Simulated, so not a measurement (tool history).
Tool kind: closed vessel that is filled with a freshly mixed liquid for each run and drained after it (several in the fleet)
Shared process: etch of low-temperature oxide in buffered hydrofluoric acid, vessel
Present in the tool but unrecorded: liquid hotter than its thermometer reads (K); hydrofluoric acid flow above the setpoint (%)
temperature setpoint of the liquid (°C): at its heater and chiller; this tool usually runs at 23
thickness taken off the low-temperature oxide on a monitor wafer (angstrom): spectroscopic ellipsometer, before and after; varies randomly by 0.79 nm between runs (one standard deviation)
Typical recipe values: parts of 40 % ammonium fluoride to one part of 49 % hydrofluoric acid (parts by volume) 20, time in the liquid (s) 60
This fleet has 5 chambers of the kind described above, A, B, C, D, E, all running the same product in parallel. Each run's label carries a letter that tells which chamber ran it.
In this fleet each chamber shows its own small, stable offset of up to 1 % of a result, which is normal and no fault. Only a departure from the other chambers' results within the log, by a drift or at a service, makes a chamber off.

run,day,temperature setpoint of the liquid (°C),parts of 40 % ammonium fluoride to one part of 49 % hydrofluoric acid (parts by volume),time in the liquid (s),hours since the thermometer was replaced,hours since the hydrofluoric acid flow meter was replaced,"read-back film thickness of the low-temperature oxide reference wafer, read on the same gauge (nm)",thickness taken off the low-temperature oxide on a monitor wafer (angstrom)
1D,0.154,23,20,60,1655.1,78.1,80.01,970.1
2B,0.429,23,20,60,517.8,158.8,80.025,951.9
3E,0.688,23,20,60,505.5,484.8,79.985,981.72
4C,0.933,23,20,60,598.6,698.8,79.98,979.88
5A,1.071,23,20,60,611.2,424,80,992.91
6D,1.312,23,20,60,1682.9,105.9,80.003,990.4
7E,1.554,23,20,60,526.3,505.6,79.991,975.22
8A,1.871,23,20,60,630.4,443.2,80.012,984.61
9B,2.167,23,20,60,559.5,200.5,79.99,963.9
10C,2.333,23,24,60,632.2,732.4,80.016,859.36
11E,2.633,23,24,60,552.2,531.5,79.994,860.12
12C,2.912,23,24,60,646.1,746.3,79.997,848.84
13A,3.129,23,24,60,660.6,473.4,80,864.1
14D,3.346,23,24,60,1731.7,154.7,80.015,878.26
15B,3.562,23,20,60,593,234,80.015,995.86
16E,3.829,23,20,60,580.9,560.2,79.988,974.55
17A,4.092,23,20,60,683.7,496.5,80.029,977.69
18B,4.267,23,20,60,609.9,250.9,79.972,994.44
19C,4.467,26,20,60,683.4,783.6,79.987,1180.2
20D,4.658,26,20,60,1763.2,186.2,79.962,1163.9
21A,4.95,26,20,60,704.3,517.1,79.982,1141.5
22D,5.196,26,20,60,1776.1,199.1,80.032,1157.5
23C,5.342,26,20,60,704.4,804.6,80.012,1165.8
24B,5.55,23,20,60,640.7,281.7,79.986,1016.7
25E,5.833,23,20,60,629,608.3,80.028,965.12
26E,5.983,23,20,30,632.6,611.9,79.997,487.68
27B,6.3,23,20,30,658.7,299.7,79.987,518.72
28A,6.529,23,20,30,742.2,555,79.972,488.94
29D,6.804,23,20,30,1814.7,237.7,80.009,492.38
30C,7.112,23,20,30,746.9,847.1,80.013,485.97
31C,7.371,23,20,60,753.1,853.3,79.999,983.28
32B,7.683,23,20,60,691.9,332.9,79.996,1072
33A,7.842,23,24,60,773.7,586.5,79.998,857.59
34E,8.054,23,24,60,682.3,661.6,79.999,871.59
35D,8.246,23,24,60,1849.3,272.3,79.968,869.68

Each of the 5 chambers runs these same settings next. Fill in every chamber's results:
36A,8.475,23,20,60,,,,?
36B,8.475,23,20,60,,,,?
36C,8.475,23,20,60,,,,?
36D,8.475,23,20,60,,,,?
36E,8.475,23,20,60,,,,?

run,thickness taken off the low-temperature oxide on a monitor wafer (angstrom)
36A,966.88
36B,1067.6
36C,973.13
36D,993.61
36E,972.81
